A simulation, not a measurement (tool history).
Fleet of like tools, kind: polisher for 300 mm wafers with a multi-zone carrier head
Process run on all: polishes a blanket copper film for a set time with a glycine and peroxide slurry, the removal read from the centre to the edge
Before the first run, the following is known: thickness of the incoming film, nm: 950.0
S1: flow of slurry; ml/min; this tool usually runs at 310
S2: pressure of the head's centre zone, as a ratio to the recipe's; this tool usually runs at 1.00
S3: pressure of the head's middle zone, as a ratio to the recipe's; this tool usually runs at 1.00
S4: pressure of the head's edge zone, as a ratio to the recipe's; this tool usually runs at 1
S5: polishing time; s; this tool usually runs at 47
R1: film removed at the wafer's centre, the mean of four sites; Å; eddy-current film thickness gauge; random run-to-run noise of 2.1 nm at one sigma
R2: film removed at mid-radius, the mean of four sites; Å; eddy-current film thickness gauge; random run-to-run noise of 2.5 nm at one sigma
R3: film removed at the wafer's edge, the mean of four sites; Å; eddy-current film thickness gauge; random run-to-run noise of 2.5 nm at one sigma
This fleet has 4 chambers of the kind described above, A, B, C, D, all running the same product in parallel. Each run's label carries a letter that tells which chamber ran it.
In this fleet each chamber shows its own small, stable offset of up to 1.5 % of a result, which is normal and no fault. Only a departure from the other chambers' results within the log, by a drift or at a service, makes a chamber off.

{"run": "1C", "day": 0.321, "S1": 310, "S2": 1.0, "S3": 1.0, "S4": 1, "S5": 47, "R1": 2202.2, "R2": 2187.9, "R3": 2260.8}
{"run": "2B", "day": 0.608, "S1": 310, "S2": 1.0, "S3": 1.0, "S4": 1, "S5": 47, "R1": 2184.8, "R2": 2215.2, "R3": 2208.8}
{"run": "3D", "day": 0.846, "S1": 310, "S2": 1.0, "S3": 1.0, "S4": 1, "S5": 47, "R1": 2236.0, "R2": 2182.0, "R3": 2172.9}
{"day": 0.862, "done": "chamber D: worn pad replaced by a new one"}
{"day": 0.933, "done": "chamber D: edge zone pressure recalibrated"}
{"day": 1.021, "done": "chamber C: worn pad replaced by a new one"}
{"run": "4A", "day": 1.146, "S1": 310, "S2": 1.0, "S3": 1.0, "S4": 1, "S5": 47, "R1": 2190.2, "R2": 2160.7, "R3": 2224.7}
{"day": 1.254, "done": "chamber B: worn pad replaced by a new one"}
{"run": "5C", "day": 1.392, "S1": 310, "S2": 1.0, "S3": 0.92, "S4": 1, "S5": 47, "R1": 2228.6, "R2": 2043.6, "R3": 2216.7}
{"day": 1.521, "done": "chamber C: edge zone pressure recalibrated"}
{"run": "6D", "day": 1.583, "S1": 310, "S2": 1.0, "S3": 0.92, "S4": 1, "S5": 47, "R1": 2203.7, "R2": 1988.5, "R3": 2151.1}
{"run": "7B", "day": 1.808, "S1": 310, "S2": 1.0, "S3": 0.92, "S4": 1, "S5": 47, "R1": 2213.0, "R2": 2039.4, "R3": 2214.4}
{"run": "8A", "day": 2.196, "S1": 310, "S2": 1.0, "S3": 0.92, "S4": 1, "S5": 47, "R1": 2158.4, "R2": 2031.8, "R3": 2202.4}
{"run": "9D", "day": 2.533, "S1": 310, "S2": 1.07, "S3": 1.0, "S4": 1, "S5": 31, "R1": 1557.1, "R2": 1437.6, "R3": 1441.1}
{"run": "10A", "day": 2.729, "S1": 310, "S2": 1.07, "S3": 1.0, "S4": 1, "S5": 31, "R1": 1557.0, "R2": 1456.9, "R3": 1441.4}
{"day": 2.883, "done": "chamber A: worn pad replaced by a new one"}
{"run": "11B", "day": 3.108, "S1": 310, "S2": 1.07, "S3": 1.0, "S4": 1, "S5": 31, "R1": 1542.3, "R2": 1421.9, "R3": 1476.9}
{"run": "12C", "day": 3.325, "S1": 310, "S2": 1.07, "S3": 1.0, "S4": 1, "S5": 31, "R1": 1573.0, "R2": 1443.4, "R3": 1448.5}
{"run": "13C", "day": 3.521, "S1": 310, "S2": 1.0, "S3": 1.0, "S4": 1, "S5": 47, "R1": 2205.1, "R2": 2194.4, "R3": 2248.4}
{"day": 3.588, "done": "chamber D: slurry nozzle cleaned"}
{"day": 3.858, "done": "chamber B: worn pad replaced by a new one"}
{"run": "14A", "day": 3.904, "S1": 310, "S2": 1.0, "S3": 1.0, "S4": 1, "S5": 47, "R1": 2195.9, "R2": 2168.9, "R3": 2163.6}
{"run": "15D", "day": 4.104, "S1": 310, "S2": 1.0, "S3": 1.0, "S4": 1, "S5": 47, "R1": 2194.9, "R2": 2174.0, "R3": 2178.0}
{"day": 4.254, "done": "chamber B: centre zone pressure recalibrated"}
{"run": "16B", "day": 4.308, "S1": 310, "S2": 1.0, "S3": 1.0, "S4": 1, "S5": 47, "R1": 1940.7, "R2": 2199.9, "R3": 2216.5}
{"run": "17B", "day": 4.554, "S1": 310, "S2": 1.0, "S3": 1.0, "S4": 1, "S5": 47, "R1": 1992.0, "R2": 2200.2, "R3": 2192.7}
{"day": 4.679, "done": "chamber D: worn pad replaced by a new one"}
{"run": "18D", "day": 4.75, "S1": 310, "S2": 1.0, "S3": 1.0, "S4": 1, "S5": 47, "R1": 2183.9, "R2": 2202.1, "R3": 2191.2}
{"run": "19C", "day": 5.062, "S1": 310, "S2": 1.0, "S3": 1.0, "S4": 1, "S5": 47, "R1": 2186.7, "R2": 2209.1, "R3": 2282.5}
{"run": "20A", "day": 5.296, "S1": 310, "S2": 1.0, "S3": 1.0, "S4": 1, "S5": 47, "R1": 2204.3, "R2": 2172.9, "R3": 2217.1}
{"run": "21D", "day": 5.562, "S1": 220, "S2": 1.06, "S3": 1.0, "S4": 1, "S5": 47, "R1": 2225.5, "R2": 2086.9, "R3": 2093.5}
{"run": "22C", "day": 5.942, "S1": 220, "S2": 1.06, "S3": 1.0, "S4": 1, "S5": 47, "R1": 2207.2, "R2": 2122.4, "R3": 2196.2}
{"run": "23A", "day": 6.142, "S1": 220, "S2": 1.06, "S3": 1.0, "S4": 1, "S5": 47, "R1": 2239.7, "R2": 2088.9, "R3": 2123.4}
{"run": "24B", "day": 6.496, "S1": 220, "S2": 1.06, "S3": 1.0, "S4": 1, "S5": 47, "R1": 2020.3, "R2": 2101.0, "R3": 2152.7}
{"run": "25A", "day": 6.896, "S1": 310, "S2": 0.93, "S3": 1.0, "S4": 1, "S5": 47, "R1": 2040.8, "R2": 2228.4, "R3": 2165.9}

Predict what each chamber gives when all 4 of them run the settings below next.
{"run": "26A", "day": 7.196, "S1": 310, "S2": 1.0, "S3": 1.0, "S4": 1, "S5": 47, "R1": "?", "R2": "?", "R3": "?"}
{"run": "26B", "day": 7.196, "S1": 310, "S2": 1.0, "S3": 1.0, "S4": 1, "S5": 47, "R1": "?", "R2": "?", "R3": "?"}
{"run": "26C", "day": 7.196, "S1": 310, "S2": 1.0, "S3": 1.0, "S4": 1, "S5": 47, "R1": "?", "R2": "?", "R3": "?"}
{"run": "26D", "day": 7.196, "S1": 310, "S2": 1.0, "S3": 1.0, "S4": 1, "S5": 47, "R1": "?", "R2": "?", "R3": "?"}

run=26A R1=2220.8 R2=2145.0 R3=2205.7
run=26B R1=1964.8 R2=2146.9 R3=2184.7
run=26C R1=2221.7 R2=2227.3 R3=2240.4
run=26D R1=2205.2 R2=2229.8 R3=2161.0

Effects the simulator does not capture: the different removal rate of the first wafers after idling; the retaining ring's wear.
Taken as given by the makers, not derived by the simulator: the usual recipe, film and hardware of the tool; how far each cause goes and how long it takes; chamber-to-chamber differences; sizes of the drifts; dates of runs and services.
